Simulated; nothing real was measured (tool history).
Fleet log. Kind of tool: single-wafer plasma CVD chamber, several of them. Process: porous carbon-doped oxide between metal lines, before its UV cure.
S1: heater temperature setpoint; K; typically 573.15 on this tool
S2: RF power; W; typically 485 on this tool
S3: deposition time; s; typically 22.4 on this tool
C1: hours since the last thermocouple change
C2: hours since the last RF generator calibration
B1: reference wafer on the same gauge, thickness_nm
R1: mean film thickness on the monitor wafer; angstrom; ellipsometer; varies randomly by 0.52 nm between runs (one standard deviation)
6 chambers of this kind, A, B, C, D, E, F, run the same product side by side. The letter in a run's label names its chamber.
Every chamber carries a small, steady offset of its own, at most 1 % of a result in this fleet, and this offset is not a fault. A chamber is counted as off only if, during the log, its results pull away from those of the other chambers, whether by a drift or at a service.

run,day,S1,S2,S3,C1,C2,B1,R1
1F,0.229,573.15,485,22.4,3114.6,50,98.999,1198
2B,0.633,573.15,485,22.4,785.3,1175.5,98.989,1195.6
3E,0.846,573.15,485,22.4,1287.7,257.1,98.936,1199.2
4A,1.233,573.15,485,22.4,1516.5,1929.2,98.994,1206.4
5C,1.542,573.15,485,22.4,690.7,322.7,99.026,1206.8
6D,1.792,573.15,485,22.4,550.8,591.7,99.004,1188.2
7A,2.246,573.15,485,22.4,1540.8,1953.5,98.928,1192.5
8F,2.662,573.15,485,22.4,3173,108.4,99.017,1193.8
9E,3.104,573.15,485,22.4,1341.9,311.3,98.887,1196.1
# day 3.567: chamber A: RF generator calibrated
10D,3.588,568.15,570,22.4,593.9,634.8,99.041,1376.2
# day 3.942: chamber A: thermocouple changed; heater temperature recalibrated
11B,4.012,568.15,570,22.4,866.4,1256.6,99.08,1362.5
12C,4.242,568.15,570,22.4,755.5,387.5,98.939,1361.2
13C,4.5,568.15,570,22.4,761.7,393.7,99.003,1375.9
14A,4.846,568.15,570,22.4,21.8,30.7,99.013,1381.5
15D,5.292,568.15,570,22.4,634.8,675.7,99.042,1363.7
16B,5.671,573.15,485,22.4,906.2,1296.4,99.066,1197.9
# day 5.679: chamber F: thermocouple changed; heater temperature recalibrated
17E,6.125,573.15,485,22.4,1414.4,383.8,98.948,1201.5
18F,6.508,573.15,485,22.4,19.9,200.7,99.094,1196.4
19B,6.933,573.15,485,22.4,936.5,1326.7,98.979,1187.2
20D,7.421,573.15,485,22.4,685.9,726.8,99.102,1187.1
21A,7.667,573.15,485,22.4,89.5,98.4,99.116,1193.2
22E,8.146,573.15,485,22.4,1462.9,432.3,99.011,1197.9
23F,8.392,573.15,485,22.4,65.1,245.9,99.011,1197.1
24C,8.617,573.15,485,22.4,860.5,492.5,98.932,1199.7
25B,9.042,573.15,485,22.4,987.1,1377.3,99.007,1183.1
26F,9.304,573.15,485,22.4,87,267.8,98.953,1196.2
27D,9.583,568.15,485,22.4,737.8,778.7,99.026,1234.9
28C,9.896,568.15,485,22.4,891.2,523.2,99.063,1239.3
29A,10.183,568.15,485,22.4,149.9,158.8,98.948,1235.6
30E,10.412,568.15,485,22.4,1517.3,486.7,99.049,1228.2
31E,10.85,568.15,485,22.4,1527.8,497.2,99.005,1225.5
32F,11.212,568.15,485,22.4,132.8,313.6,98.895,1224.8
33C,11.696,573.15,485,22.4,934.4,566.4,98.887,1202.8
34B,12.071,559.15,485,20.4,1059.8,1450,98.987,1189.1
# day 12.35: chamber D: RF generator calibrated
35A,12.454,559.15,485,20.4,204.4,213.3,98.836,1182.8
36D,12.85,559.15,485,20.4,816.2,12,98.997,1179.4

For the next run the whole fleet of 6 chambers uses the same settings. Give each chamber's results:
37A,13.208,573.15,445,22.4,,,,?
37B,13.208,573.15,445,22.4,,,,?
37C,13.208,573.15,445,22.4,,,,?
37D,13.208,573.15,445,22.4,,,,?
37E,13.208,573.15,445,22.4,,,,?
37F,13.208,573.15,445,22.4,,,,?

run,R1
37A,1129.2
37B,1119.8
37C,1133.9
37D,1127.1
37E,1126.1
37F,1128.7
